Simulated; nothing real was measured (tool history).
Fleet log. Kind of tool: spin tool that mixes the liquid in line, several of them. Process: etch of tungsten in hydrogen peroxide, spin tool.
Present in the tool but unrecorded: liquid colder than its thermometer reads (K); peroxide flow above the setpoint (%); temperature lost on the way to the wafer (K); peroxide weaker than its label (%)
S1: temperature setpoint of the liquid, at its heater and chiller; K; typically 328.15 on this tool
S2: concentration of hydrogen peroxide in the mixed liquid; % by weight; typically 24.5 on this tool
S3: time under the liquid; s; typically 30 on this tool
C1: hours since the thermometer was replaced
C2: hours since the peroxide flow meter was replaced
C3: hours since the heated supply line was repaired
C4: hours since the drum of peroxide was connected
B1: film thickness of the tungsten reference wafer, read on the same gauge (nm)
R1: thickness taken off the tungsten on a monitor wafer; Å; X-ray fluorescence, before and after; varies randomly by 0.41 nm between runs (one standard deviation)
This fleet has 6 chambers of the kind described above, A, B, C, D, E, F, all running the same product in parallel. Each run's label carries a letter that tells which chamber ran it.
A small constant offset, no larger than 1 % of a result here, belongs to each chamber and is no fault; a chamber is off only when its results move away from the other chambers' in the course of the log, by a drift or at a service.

Run 1F, hour 4: usual settings; C1 372.1; C2 93.6; C3 1515.7; C4 162.9; B1 110. Result: R1 612.29 Å.
Run 2E, hour 12.3: usual settings; C1 589.7; C2 1182.5; C3 2207.2; C4 255; B1 110.03. Result: R1 617.28 Å.
Run 3C, hour 20.7: usual settings; C1 555.2; C2 1774.8; C3 669.1; C4 144; B1 109.98. Result: R1 626.56 Å.
Run 4B, hour 25: usual settings; C1 1078.6; C2 1930.9; C3 50.1; C4 210.1; B1 110.01. Result: R1 626.5 Å.
Run 5D, hour 30.1: usual settings; C1 287.6; C2 756.4; C3 516.7; C4 158.5; B1 109.96. Result: R1 621.17 Å.
Run 6A, hour 34.6: usual settings; C1 571.6; C2 929.1; C3 682; C4 114.5; B1 110. Result: R1 618.46 Å.
Run 7B, hour 42.3: usual settings but S2 29 % by weight; C1 1095.9; C2 1948.2; C3 67.4; C4 227.4; B1 110.04. Result: R1 669.75 Å.
Run 8D, hour 48.6: usual settings but S2 29 % by weight; C1 306.1; C2 774.9; C3 535.2; C4 177; B1 110. Result: R1 673.33 Å.
Run 9C, hour 52.9: usual settings but S2 29 % by weight; C1 587.4; C2 1807; C3 701.3; C4 176.2; B1 109.99. Result: R1 668.66 Å.
Run 10E, hour 61.5: usual settings but S2 29 % by weight; C1 638.9; C2 1231.7; C3 2256.4; C4 304.2; B1 110. Result: R1 673.38 Å.
Run 11F, hour 67.6: usual settings but S2 29 % by weight; C1 435.7; C2 157.2; C3 1579.3; C4 226.5; B1 109.96. Result: R1 663.39 Å.
Run 12A, hour 73: usual settings but S2 29 % by weight; C1 610; C2 967.5; C3 720.4; C4 152.9; B1 109.97. Result: R1 667.88 Å.
Run 13E, hour 78.6: usual settings; C1 656; C2 1248.8; C3 2273.5; C4 321.3; B1 110.01. Result: R1 617.18 Å.
Run 14F, hour 82.9: usual settings; C1 451; C2 172.5; C3 1594.6; C4 241.8; B1 109.98. Result: R1 620.66 Å.
At hour 87: chamber C: peroxide flow meter replaced.
Run 15B, hour 90.6: usual settings; C1 1144.2; C2 1996.5; C3 115.7; C4 275.7; B1 109.98. Result: R1 617.72 Å.
Run 16C, hour 99.1: usual settings; C1 633.6; C2 12.1; C3 747.5; C4 222.4; B1 110.01. Result: R1 621.52 Å.
Run 17D, hour 103.1: usual settings; C1 360.6; C2 829.4; C3 589.7; C4 231.5; B1 110. Result: R1 617.22 Å.
Run 18A, hour 109.1: usual settings; C1 646.1; C2 1003.6; C3 756.5; C4 189; B1 110.03. Result: R1 618.3 Å.
Run 19C, hour 113.7: usual settings; C1 648.2; C2 26.7; C3 762.1; C4 237; B1 109.95. Result: R1 626.21 Å.
Run 20A, hour 119.1: usual settings; C1 656.1; C2 1013.6; C3 766.5; C4 199; B1 110.02. Result: R1 618.49 Å.
At hour 124.3: chamber C: thermometer replaced.
Run 21F, hour 124.3: usual settings; C1 492.4; C2 213.9; C3 1636; C4 283.2; B1 110.03. Result: R1 615.81 Å.
Run 22B, hour 129.3: usual settings; C1 1182.9; C2 2035.2; C3 154.4; C4 314.4; B1 110. Result: R1 620.32 Å.
Run 23E, hour 134.8: usual settings; C1 712.2; C2 1305; C3 2329.7; C4 377.5; B1 109.97. Result: R1 613.57 Å.
Run 24D, hour 141.8: usual settings; C1 399.3; C2 868.1; C3 628.4; C4 270.2; B1 109.99. Result: R1 623.15 Å.
Run 25F, hour 150.5: usual settings; C1 518.6; C2 240.1; C3 1662.2; C4 309.4; B1 109.99. Result: R1 609.18 Å.
Run 26E, hour 156.7: usual settings but S2 18.5 % by weight, S3 50 s; C1 734.1; C2 1326.9; C3 2351.6; C4 399.4; B1 110.02. Result: R1 896.58 Å.
Run 27D, hour 161.7: usual settings but S2 18.5 % by weight, S3 50 s; C1 419.2; C2 888; C3 648.3; C4 290.1; B1 110.01. Result: R1 912.64 Å.
Run 28A, hour 168.4: usual settings but S2 18.5 % by weight, S3 50 s; C1 705.4; C2 1062.9; C3 815.8; C4 248.3; B1 110. Result: R1 902.86 Å.
Run 29C, hour 176.6: usual settings but S2 18.5 % by weight, S3 50 s; C1 52.3; C2 89.6; C3 825; C4 299.9; B1 110.05. Result: R1 911.95 Å.
Run 30B, hour 180.6: usual settings but S2 18.5 % by weight, S3 50 s; C1 1234.2; C2 2086.5; C3 205.7; C4 365.7; B1 110.04. Result: R1 905.48 Å.
Run 31E, hour 189.5: usual settings but S2 18.5 % by weight, S3 50 s; C1 766.9; C2 1359.7; C3 2384.4; C4 432.2; B1 109.98. Result: R1 896.15 Å.
Run 32A, hour 195.9: usual settings; C1 732.9; C2 1090.4; C3 843.3; C4 275.8; B1 109.96. Result: R1 613.57 Å.
Run 33C, hour 204.2: usual settings; C1 79.9; C2 117.2; C3 852.6; C4 327.5; B1 109.99. Result: R1 622.09 Å.
Run 34D, hour 210.3: usual settings but S2 21 % by weight, S3 20 s; C1 467.8; C2 936.6; C3 696.9; C4 338.7; B1 110.06. Result: R1 386.38 Å.
Run 35F, hour 217.5: usual settings but S2 21 % by weight, S3 20 s; C1 585.6; C2 307.1; C3 1729.2; C4 376.4; B1 110.01. Result: R1 379.28 Å.
Run 36B, hour 225.3: usual settings but S2 21 % by weight, S3 20 s; C1 1278.9; C2 2131.2; C3 250.4; C4 410.4; B1 110.03. Result: R1 377.02 Å.
Run 37D, hour 233.1: usual settings but S2 21 % by weight, S3 20 s; C1 490.6; C2 959.4; C3 719.7; C4 361.5; B1 109.99. Result: R1 382.05 Å.
Run 38C, hour 237.3: usual settings but S2 21 % by weight, S3 20 s; C1 113; C2 150.3; C3 885.7; C4 360.6; B1 110.02. Result: R1 386.92 Å.
Run 39E, hour 243.4: usual settings but S2 21 % by weight, S3 20 s; C1 820.8; C2 1413.6; C3 2438.3; C4 486.1; B1 110. Result: R1 380.31 Å.
Run 40A, hour 249.7: usual settings; C1 786.7; C2 1144.2; C3 897.1; C4 329.6; B1 110.02. Result: R1 617.96 Å.

Does one chamber stand apart from the rest, does the shared gauge drift, or is all well apart from small per-chamber offsets? Give the chamber and the most likely cause, where there is one.

Beyond each chamber's small constant offset nothing stands out, and the gauge stays steady.
